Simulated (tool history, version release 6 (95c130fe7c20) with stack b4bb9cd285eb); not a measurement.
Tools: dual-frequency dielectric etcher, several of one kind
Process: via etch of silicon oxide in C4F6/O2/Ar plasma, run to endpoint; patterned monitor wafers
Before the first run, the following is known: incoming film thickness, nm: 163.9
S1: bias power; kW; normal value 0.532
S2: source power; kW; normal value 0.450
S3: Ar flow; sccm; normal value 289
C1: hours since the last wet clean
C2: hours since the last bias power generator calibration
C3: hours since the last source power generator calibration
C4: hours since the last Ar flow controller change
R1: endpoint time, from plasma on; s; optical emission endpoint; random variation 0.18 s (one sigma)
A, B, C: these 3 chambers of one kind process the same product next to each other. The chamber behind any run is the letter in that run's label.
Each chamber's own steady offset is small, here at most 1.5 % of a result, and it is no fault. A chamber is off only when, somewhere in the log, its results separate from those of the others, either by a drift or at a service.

run   hour     S1     S2   S3     C1      C2      C3      C4      R1
 1C    3.8  0.532  0.450  289  443.0  2209.0   281.7  1044.1  34.018
 2B    6.7  0.532  0.450  289  183.8  2996.4  2560.4  1199.1  33.457
 3A   11.1  0.532  0.450  289  377.6  2964.8   606.4  3442.8  32.940
 4A   14.0  0.532  0.450  289  380.5  2967.7   609.3  3445.7  32.942
 5C   17.7  0.532  0.450  289  456.9  2222.9   295.6  1058.0  34.000
 6B   22.0  0.532  0.450  289  199.1  3011.7  2575.7  1214.4  33.548
 7A   25.9  0.532  0.450  289  392.4  2979.6   621.2  3457.6  33.380
 8C   29.3  0.532  0.450  289  468.5  2234.5   307.2  1069.6  33.814
 9B   33.4  0.532  0.450  289  210.5  3023.1  2587.1  1225.8  33.320
10A   36.4  0.410  0.450  245  402.9  2990.1   631.7  3468.1  35.413
11C   40.5  0.410  0.450  245  479.7  2245.7   318.4  1080.8  36.638
12B   43.9  0.410  0.450  245  221.0  3033.6  2597.6  1236.3  36.211
13B   47.3  0.532  0.350  289  224.4  3037.0  2601.0  1239.7  36.517
      48.5  -- chamber A: wet clean of the chamber
14C   50.3  0.532  0.350  289  489.5  2255.5   328.2  1090.6  36.818
15A   54.3  0.532  0.350  289    5.8  3008.0   649.6  3486.0  36.570
16C   57.6  0.532  0.450  289  496.8  2262.8   335.5  1097.9  34.187
17A   60.1  0.532  0.450  289   11.6  3013.8   655.4  3491.8  33.239
18B   63.5  0.470  0.410  289  240.6  3053.2  2617.2  1255.9  36.625
19B   67.4  0.470  0.410  289  244.5  3057.1  2621.1  1259.8  36.440
20A   69.4  0.470  0.410  289   20.9  3023.1   664.7  3501.1  35.931
21C   71.4  0.532  0.450  289  510.6  2276.6   349.3  1111.7  33.649
22B   74.1  0.532  0.450  289  251.2  3063.8  2627.8  1266.5  33.999
23C   76.9  0.532  0.450  289  516.1  2282.1   354.8  1117.2  33.915
24A   79.4  0.660  0.450  289   30.9  3033.1   674.7  3511.1  30.584
25C   83.7  0.660  0.450  289  522.9  2288.9   361.6  1124.0  31.258
26A   86.2  0.660  0.450  289   37.7  3039.9   681.5  3517.9  30.322
27B   88.9  0.532  0.450  289  266.0  3078.6  2642.6  1281.3  34.231
28B   92.9  0.532  0.450  289  270.0  3082.6  2646.6  1285.3  34.561
29C   95.9  0.532  0.450  289  535.1  2301.1   373.8  1136.2  33.628
30A   98.9  0.532  0.450  289   50.4  3052.6   694.2  3530.6  33.000
31B  103.4  0.532  0.450  289  280.5  3093.1  2657.1  1295.8  34.619
32C  105.9  0.532  0.450  289  545.1  2311.1   383.8  1146.2  33.971
33A  108.0  0.532  0.450  231   59.5  3061.7   703.3  3539.7  32.440
34B  110.2  0.532  0.450  231  287.3  3099.9  2663.9  1302.6  33.815
35A  112.9  0.532  0.450  231   64.4  3066.6   708.2  3544.6  32.430
36C  115.8  0.532  0.450  289  555.0  2321.0   393.7  1156.1  33.751
37C  119.0  0.532  0.450  289  558.2  2324.2   396.9  1159.3  34.011
38A  123.3  0.532  0.450  289   74.8  3077.0   718.6  3555.0  33.263

Decide between three cases: one chamber stands off from its peers, the gauge reading all wafers drifts, or nothing is wrong past each chamber's small offset. Where a chamber is off, say which and what most likely put it there.

Little by little, chamber B moves away from the other chambers.
Cause: etch rate under this chamber's usual, % = 4.97.

Chamber B could run next with any of the 4 candidate recipes listed below; each alters the usual settings, and their results appear as question marks. Which one brings its results back in line with what the other chambers deliver on the usual settings?
To be in line, a result may differ from the other chambers' mean on the usual settings by at most: R1 0.620 s
39B-1  126.7  0.466  0.400  300                   ?
39B-2  126.7  0.566  0.480  283                   ?
39B-3  126.7  0.463  0.450  289                   ?
39B-4  126.7  0.676  0.450  266                   ?

Average result of the remaining chambers running the usual settings: R1 33.535 s
  run      R1
39B-1  38.771
39B-2  33.554
39B-3  37.070
39B-4  31.897
The answer is 39B-2, which returns the chamber to within the allowed miss of the others.
